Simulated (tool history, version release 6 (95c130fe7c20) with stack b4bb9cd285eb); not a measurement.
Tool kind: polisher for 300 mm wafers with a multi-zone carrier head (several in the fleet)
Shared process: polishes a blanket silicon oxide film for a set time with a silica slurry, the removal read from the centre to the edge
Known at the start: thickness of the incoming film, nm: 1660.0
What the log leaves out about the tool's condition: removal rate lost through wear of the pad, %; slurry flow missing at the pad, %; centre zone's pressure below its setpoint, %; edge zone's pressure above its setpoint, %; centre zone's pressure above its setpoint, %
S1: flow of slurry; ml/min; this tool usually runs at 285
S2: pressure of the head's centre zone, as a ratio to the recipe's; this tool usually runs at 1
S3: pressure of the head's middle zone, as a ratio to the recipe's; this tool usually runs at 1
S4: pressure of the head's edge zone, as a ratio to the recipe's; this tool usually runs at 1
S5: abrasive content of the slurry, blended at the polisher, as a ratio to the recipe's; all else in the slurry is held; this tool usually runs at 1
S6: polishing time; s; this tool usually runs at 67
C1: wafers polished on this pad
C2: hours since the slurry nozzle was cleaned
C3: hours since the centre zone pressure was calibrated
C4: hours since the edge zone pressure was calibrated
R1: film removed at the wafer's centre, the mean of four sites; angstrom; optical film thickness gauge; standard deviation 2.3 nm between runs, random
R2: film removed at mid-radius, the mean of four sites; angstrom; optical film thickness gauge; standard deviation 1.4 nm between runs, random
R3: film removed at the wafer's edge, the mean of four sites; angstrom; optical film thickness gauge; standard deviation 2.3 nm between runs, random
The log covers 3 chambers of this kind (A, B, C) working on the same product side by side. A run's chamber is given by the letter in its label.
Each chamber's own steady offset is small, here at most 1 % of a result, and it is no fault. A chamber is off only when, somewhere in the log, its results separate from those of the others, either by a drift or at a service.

-- day=0.017 chamber C: slurry nozzle cleaned
-- day=0.3 chamber C: worn pad replaced by a new one
run 1B day=0.312 | S1=285 S2=1 S3=1 S4=1 S5=1 S6=67 | C1=521 C2=384.9 C3=23.4 C4=601.8 | R1=1781.4 R2=1785.6 R3=1823.4
run 2A day=0.496 | S1=285 S2=1 S3=1 S4=1 S5=1 S6=67 | C1=684 C2=655.9 C3=1192.7 C4=1051.3 | R1=1821.2 R2=1816.8 R3=1812.2
run 3C day=0.883 | S1=285 S2=1 S3=1 S4=1 S5=1 S6=67 | C1=137 C2=20.8 C3=974.3 C4=456.7 | R1=1796.3 R2=1788.1 R3=1808
-- day=0.954 chamber A: worn pad replaced by a new one
run 4A day=1.188 | S1=285 S2=1 S3=1 S4=1 S5=1 S6=67 | C1=55 C2=672.5 C3=1209.3 C4=1067.9 | R1=1836.6 R2=1808.9 R3=1802.8
run 5B day=1.562 | S1=285 S2=1 S3=1 S4=1 S5=1 S6=67 | C1=815 C2=414.9 C3=53.4 C4=631.8 | R1=1852.3 R2=1824 R3=1787.7
run 6C day=1.904 | S1=285 S2=1 S3=1 S4=1 S5=1 S6=67 | C1=377 C2=45.3 C3=998.8 C4=481.2 | R1=1839.5 R2=1765.9 R3=1817.2
run 7B day=2.108 | S1=285 S2=1 S3=1 S4=1 S5=1 S6=67 | C1=943 C2=428 C3=66.5 C4=644.9 | R1=1804.8 R2=1833.9 R3=1841.5
-- day=2.271 chamber B: worn pad replaced by a new one
run 8C day=2.508 | S1=285 S2=1 S3=1 S4=1 S5=1 S6=67 | C1=519 C2=59.8 C3=1013.3 C4=495.7 | R1=1824.8 R2=1792.6 R3=1824.1
run 9A day=2.704 | S1=285 S2=1 S3=1 S4=1 S5=1 S6=67 | C1=412 C2=708.9 C3=1245.7 C4=1104.3 | R1=1774.2 R2=1815.8 R3=1792
-- day=2.767 chamber B: slurry nozzle cleaned
run 10C day=2.975 | S1=285 S2=1 S3=1 S4=1 S5=1 S6=67 | C1=629 C2=71 C3=1024.5 C4=506.9 | R1=1794.9 R2=1799.2 R3=1818.3
-- day=3.083 chamber A: edge zone pressure recalibrated
run 11A day=3.242 | S1=285 S2=1 S3=1 S4=1 S5=1 S6=67 | C1=538 C2=721.8 C3=1258.6 C4=3.9 | R1=1793 R2=1806.1 R3=1788.1
run 12B day=3.625 | S1=285 S2=1 S3=1 S4=1 S5=1 S6=67 | C1=318 C2=20.6 C3=102.9 C4=681.3 | R1=1819.5 R2=1813.9 R3=1799.2
run 13C day=3.862 | S1=285 S2=1 S3=1 S4=1 S5=1 S6=67 | C1=837 C2=92.3 C3=1045.8 C4=528.2 | R1=1823.7 R2=1783.8 R3=1821.1
run 14B day=4.071 | S1=285 S2=1 S3=1 S4=1 S5=1 S6=67 | C1=423 C2=31.3 C3=113.6 C4=692 | R1=1820.3 R2=1805.4 R3=1848.1
-- day=4.146 chamber A: centre zone pressure recalibrated
-- day=4.379 chamber A: worn pad replaced by a new one
run 15A day=4.433 | S1=285 S2=1 S3=1 S4=1 S5=1 S6=67 | C1=13 C2=750.4 C3=6.9 C4=32.5 | R1=1610.5 R2=1795.1 R3=1813.9
run 16B day=4.633 | S1=285 S2=1 S3=1 S4=1 S5=1 S6=67 | C1=555 C2=44.8 C3=127.1 C4=705.5 | R1=1812.6 R2=1812.8 R3=1843.1
run 17A day=4.85 | S1=285 S2=1 S3=1 S4=1 S5=1 S6=67 | C1=111 C2=760.4 C3=16.9 C4=42.5 | R1=1611.5 R2=1801.9 R3=1812.3
run 18C day=5.025 | S1=285 S2=1 S3=1 S4=1 S5=1 S6=67 | C1=1110 C2=120.2 C3=1073.7 C4=556.1 | R1=1835.1 R2=1789.1 R3=1815.2
-- day=5.162 chamber A: slurry nozzle cleaned
-- day=5.308 chamber C: worn pad replaced by a new one
run 19A day=5.392 | S1=285 S2=1 S3=1 S4=1 S5=1 S6=67 | C1=238 C2=5.6 C3=29.9 C4=55.5 | R1=1625.5 R2=1795.1 R3=1795.5
run 20B day=5.621 | S1=285 S2=1 S3=0.91 S4=1 S5=1.15 S6=67 | C1=787 C2=68.5 C3=150.8 C4=729.2 | R1=1966.8 R2=1759.8 R3=1981
run 21C day=5.912 | S1=285 S2=1 S3=0.91 S4=1 S5=1.15 S6=67 | C1=142 C2=141.5 C3=1095 C4=577.4 | R1=1946.7 R2=1772.3 R3=1936.8
run 22A day=6.212 | S1=285 S2=1 S3=0.91 S4=1 S5=1.15 S6=67 | C1=431 C2=25.3 C3=49.6 C4=75.2 | R1=1704.3 R2=1733.3 R3=1928.8
run 23C day=6.542 | S1=285 S2=1 S3=1 S4=0.89 S5=1 S6=67 | C1=290 C2=156.6 C3=1110.1 C4=592.5 | R1=1838.1 R2=1808.3 R3=1712
run 24B day=6.746 | S1=285 S2=1 S3=1 S4=0.89 S5=1 S6=67 | C1=1051 C2=95.5 C3=177.8 C4=756.2 | R1=1821.1 R2=1807.3 R3=1706.9
-- day=6.896 chamber B: worn pad replaced by a new one
run 25A day=6.988 | S1=285 S2=1 S3=1 S4=0.89 S5=1 S6=67 | C1=613 C2=43.9 C3=68.2 C4=93.8 | R1=1619.4 R2=1793.2 R3=1731.6
-- day=7.142 chamber C: centre zone pressure recalibrated
run 26C day=7.304 | S1=285 S2=0.94 S3=1 S4=1 S5=1 S6=67 | C1=469 C2=174.9 C3=3.9 C4=610.8 | R1=1719 R2=1763.2 R3=1829.4
run 27B day=7.521 | S1=285 S2=0.94 S3=1 S4=1 S5=1 S6=67 | C1=147 C2=114.1 C3=196.4 C4=774.8 | R1=1679.4 R2=1816.9 R3=1811.2
run 28C day=7.858 | S1=285 S2=0.94 S3=1 S4=1 S5=1 S6=67 | C1=599 C2=188.2 C3=17.2 C4=624.1 | R1=1707.1 R2=1802.9 R3=1780.7
run 29B day=8.125 | S1=285 S2=1 S3=1 S4=1 S5=1 S6=67 | C1=289 C2=128.6 C3=210.9 C4=789.3 | R1=1783 R2=1827.5 R3=1798.6
-- day=8.362 chamber A: worn pad replaced by a new one
run 30A day=8.417 | S1=285 S2=1 S3=1 S4=1 S5=1 S6=67 | C1=13 C2=78.2 C3=102.5 C4=128.1 | R1=1620.1 R2=1806 R3=1799
run 31A day=8.667 | S1=285 S2=1 S3=1 S4=1 S5=1 S6=67 | C1=71 C2=84.2 C3=108.5 C4=134.1 | R1=1596.6 R2=1790.9 R3=1813.8

Decide between three cases: one chamber stands off from its peers, the gauge reading all wafers drifts, or nothing is wrong past each chamber's small offset. Where a chamber is off, say which and what most likely put it there.

Chamber A came out of a service off from its peers and stayed that way.
What lies behind it: centre zone's pressure below its setpoint, % = 10.

Here are 4 candidates for chamber A's next run, each the usual settings with a change, their results left as question marks. Which one brings its results back in line with what the others give on the usual settings?
A result is in line if it is within this distance of the other chambers' mean on the usual settings: R1 81 angstrom; R2 48 angstrom; R3 80 angstrom
run 32A-1 day=8.958 | S1=295 S2=1.17 S3=0.97 S4=0.94 S5=1 S6=69 | R1=? R2=? R3=?
run 32A-2 day=8.958 | S1=280 S2=0.91 S3=1.02 S4=1.03 S5=1 S6=66 | R1=? R2=? R3=?
run 32A-3 day=8.958 | S1=275 S2=0.84 S3=1.03 S4=1.06 S5=1 S6=65 | R1=? R2=? R3=?
run 32A-4 day=8.958 | S1=290 S2=1.09 S3=0.98 S4=0.97 S5=1 S6=68 | R1=? R2=? R3=?

The other chambers' mean on the usual settings: R1 1816.5 angstrom; R2 1806.6 angstrom; R3 1812.1 angstrom
run=32A-1 R1=1973.4 R2=1797.1 R3=1805.8
run=32A-2 R1=1416.8 R2=1794 R3=1803.3
run=32A-3 R1=1270.7 R2=1780.2 R3=1800.7
run=32A-4 R1=1794.8 R2=1785.6 R3=1806.1
32A-4 is the one that brings the chamber's results back in line with the other chambers.
